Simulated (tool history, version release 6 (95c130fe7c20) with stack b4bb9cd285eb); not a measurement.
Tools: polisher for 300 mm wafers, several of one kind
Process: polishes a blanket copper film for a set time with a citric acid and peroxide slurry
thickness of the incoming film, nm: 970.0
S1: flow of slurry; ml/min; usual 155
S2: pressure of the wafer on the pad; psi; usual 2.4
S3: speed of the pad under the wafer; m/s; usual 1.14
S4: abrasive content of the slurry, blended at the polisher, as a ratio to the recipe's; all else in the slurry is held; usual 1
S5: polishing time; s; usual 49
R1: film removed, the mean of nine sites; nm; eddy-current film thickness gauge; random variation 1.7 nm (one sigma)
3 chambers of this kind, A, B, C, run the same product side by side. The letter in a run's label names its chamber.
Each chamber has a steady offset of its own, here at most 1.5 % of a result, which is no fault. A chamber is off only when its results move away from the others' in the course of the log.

At hour 6.4: chamber A: worn pad replaced by a new one.
Run 1C, hour 10.2: usual settings. Result: R1 123.96 nm.
Run 2A, hour 16: usual settings. Result: R1 118.93 nm.
Run 3B, hour 22.4: usual settings. Result: R1 119.44 nm.
Run 4A, hour 31.3: usual settings. Result: R1 122.39 nm.
At hour 34: chamber B: slurry blender recalibrated.
Run 5B, hour 40.5: usual settings but S2 1.9 psi, S4 0.8. Result: R1 91.655 nm.
Run 6C, hour 48.2: usual settings but S2 1.9 psi, S4 0.8. Result: R1 90.537 nm.
At hour 53.2: chamber B: worn pad replaced by a new one.
Run 7B, hour 58.8: usual settings but S2 1.9 psi, S4 0.8. Result: R1 91.028 nm.
At hour 65.6: chamber A: slurry nozzle cleaned.
Run 8C, hour 66.4: usual settings. Result: R1 121.03 nm.
At hour 74.1: chamber A: worn pad replaced by a new one.
Run 9A, hour 74.3: usual settings. Result: R1 120.45 nm.
Run 10A, hour 84.1: usual settings but S4 0.75, S5 40 s. Result: R1 88.9 nm.
Run 11B, hour 91.9: usual settings but S4 0.75, S5 40 s. Result: R1 92.362 nm.
Run 12C, hour 97: usual settings but S4 0.75, S5 40 s. Result: R1 90.602 nm.
Run 13C, hour 107.7: usual settings. Result: R1 118.04 nm.
Run 14B, hour 117.6: usual settings. Result: R1 117.37 nm.
At hour 120: chamber B: worn pad replaced by a new one.
Run 15A, hour 124.3: usual settings. Result: R1 116.85 nm.
At hour 129: chamber B: slurry nozzle cleaned.
At hour 134.2: chamber C: slurry nozzle cleaned.
At hour 135.1: chamber A: worn pad replaced by a new one.
Run 16A, hour 135.3: usual settings. Result: R1 114.15 nm.
At hour 143.4: chamber B: slurry blender recalibrated.
Run 17B, hour 146.2: usual settings. Result: R1 120.77 nm.
Run 18C, hour 155.7: usual settings but S4 1.15, S5 62 s. Result: R1 142.88 nm.
Run 19B, hour 165.5: usual settings but S4 1.15, S5 62 s. Result: R1 155.9 nm.
Run 20A, hour 172.2: usual settings but S4 1.15, S5 62 s. Result: R1 153.8 nm.

Next, every chamber runs the same settings. What will each give?
Run 21A, hour 180.5: usual settings. Result: R1 ?.
Run 21B, hour 180.5: usual settings. Result: R1 ?.
Run 21C, hour 180.5: usual settings. Result: R1 ?.

run      R1
21A  121.54
21B  120.46
21C   111.7
